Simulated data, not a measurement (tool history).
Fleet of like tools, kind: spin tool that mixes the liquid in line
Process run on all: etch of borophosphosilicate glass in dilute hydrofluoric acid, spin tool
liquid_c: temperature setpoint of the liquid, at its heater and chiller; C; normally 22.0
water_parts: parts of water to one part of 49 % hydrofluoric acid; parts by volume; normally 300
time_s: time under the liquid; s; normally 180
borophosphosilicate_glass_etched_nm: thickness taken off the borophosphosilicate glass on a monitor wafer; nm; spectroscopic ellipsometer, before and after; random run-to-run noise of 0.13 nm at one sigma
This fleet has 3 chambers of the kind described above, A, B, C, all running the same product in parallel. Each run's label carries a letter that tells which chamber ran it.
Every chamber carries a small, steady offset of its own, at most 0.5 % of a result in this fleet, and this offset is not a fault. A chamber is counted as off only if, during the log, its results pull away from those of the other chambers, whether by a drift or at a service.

| run | day | liquid_c | water_parts | time_s | hours since the thermometer was replaced | hours since the hydrofluoric acid flow meter was replaced | read-back film thickness of the borophosphosilicate glass reference wafer, read on the same gauge (nm) | borophosphosilicate_glass_etched_nm |
|---|---|---|---|---|---|---|---|---|
| 1A | 0.250 | 22.0 | 300 | 180 | 390.5 | 919.8 | 130.01 | 19.8240 |
| 2B | 0.692 | 22.0 | 300 | 180 | 1632.8 | 122.2 | 130.00 | 19.5980 |
| 3C | 0.933 | 22.0 | 300 | 180 | 1598.1 | 1077.3 | 130.00 | 19.7090 |
| 4A | 1.354 | 22.0 | 300 | 180 | 417.0 | 946.3 | 130.01 | 19.6120 |
| 5C | 1.583 | 22.0 | 300 | 180 | 1613.7 | 1092.9 | 130.01 | 19.6400 |
| 6B | 1.975 | 22.0 | 300 | 180 | 1663.6 | 153.0 | 129.99 | 19.7810 |
| 7B | 2.288 | 25.5 | 385 | 180 | 1671.1 | 160.5 | 130.00 | 16.0700 |
| 8A | 2.538 | 25.5 | 385 | 180 | 445.4 | 974.7 | 130.01 | 15.9930 |
| 9C | 2.975 | 25.5 | 385 | 180 | 1647.1 | 1126.3 | 129.98 | 16.0710 |
| 10C | 3.329 | 22.0 | 300 | 180 | 1655.6 | 1134.8 | 130.01 | 19.7390 |
| 11A | 3.529 | 22.0 | 300 | 180 | 469.2 | 998.5 | 130.02 | 19.6430 |
| 12B | 3.888 | 22.0 | 300 | 180 | 1709.5 | 198.9 | 130.01 | 19.6330 |
| 13A | 4.321 | 22.0 | 300 | 180 | 488.2 | 1017.5 | 129.99 | 19.3040 |
| 14C | 4.638 | 23.5 | 300 | 180 | 1687.0 | 1166.2 | 129.99 | 20.7860 |
| 15B | 5.017 | 23.5 | 300 | 180 | 1736.6 | 226.0 | 130.00 | 20.9220 |
| 16B | 5.279 | 23.5 | 300 | 180 | 1742.9 | 232.3 | 130.01 | 20.5250 |
| 17C | 5.479 | 22.0 | 300 | 180 | 1707.2 | 1186.4 | 130.01 | 19.6730 |
| 18A | 5.729 | 22.0 | 300 | 180 | 522.0 | 1051.3 | 130.01 | 19.0340 |
| 19A | 6.125 | 22.0 | 300 | 180 | 531.5 | 1060.8 | 130.03 | 18.8990 |
| 20B | 6.400 | 22.0 | 300 | 75 | 1769.8 | 259.2 | 130.01 | 8.2210 |
|  | 6.467 | chamber C: hydrofluoric acid flow meter replaced |
| 21C | 6.608 | 22.0 | 300 | 75 | 1734.3 | 3.5 | 130.01 | 8.2423 |

Read the log: is a single chamber off, either drifting away or since a service, is the gauge that measures every chamber drifting, or is nothing wrong beyond small per-chamber offsets? Name any odd chamber and what most likely caused it.

One chamber, A, drifts off from the rest bit by bit.
What lies behind it: liquid colder than its thermometer reads (K) = 1.74.
The log may not tell that from: hydrofluoric acid flow below the setpoint (%).

Chamber A could run next with any of the 4 candidate recipes listed below; each alters the usual settings, and their results appear as question marks. Which one brings its results back in line with what the other chambers deliver on the usual settings?
Counts as in line when no further than this from what the other chambers average on the usual settings: borophosphosilicate_glass_etched_nm 0.4500 nm
| 22A-1 | 6.933 | 20.5 | 300 | 180 |  |  |  | ? |
| 22A-2 | 6.933 | 22.0 | 300 | 185 |  |  |  | ? |
| 22A-3 | 6.933 | 22.0 | 290 | 185 |  |  |  | ? |
| 22A-4 | 6.933 | 22.0 | 305 | 180 |  |  |  | ? |

Mean of the other chambers on the usual settings: borophosphosilicate_glass_etched_nm 19.7110 nm
| run | borophosphosilicate_glass_etched_nm |
|---|---|
| 22A-1 | 17.4120 |
| 22A-2 | 18.9230 |
| 22A-3 | 19.7640 |
| 22A-4 | 18.0240 |
It is 22A-3 that realigns the chamber with its peers.
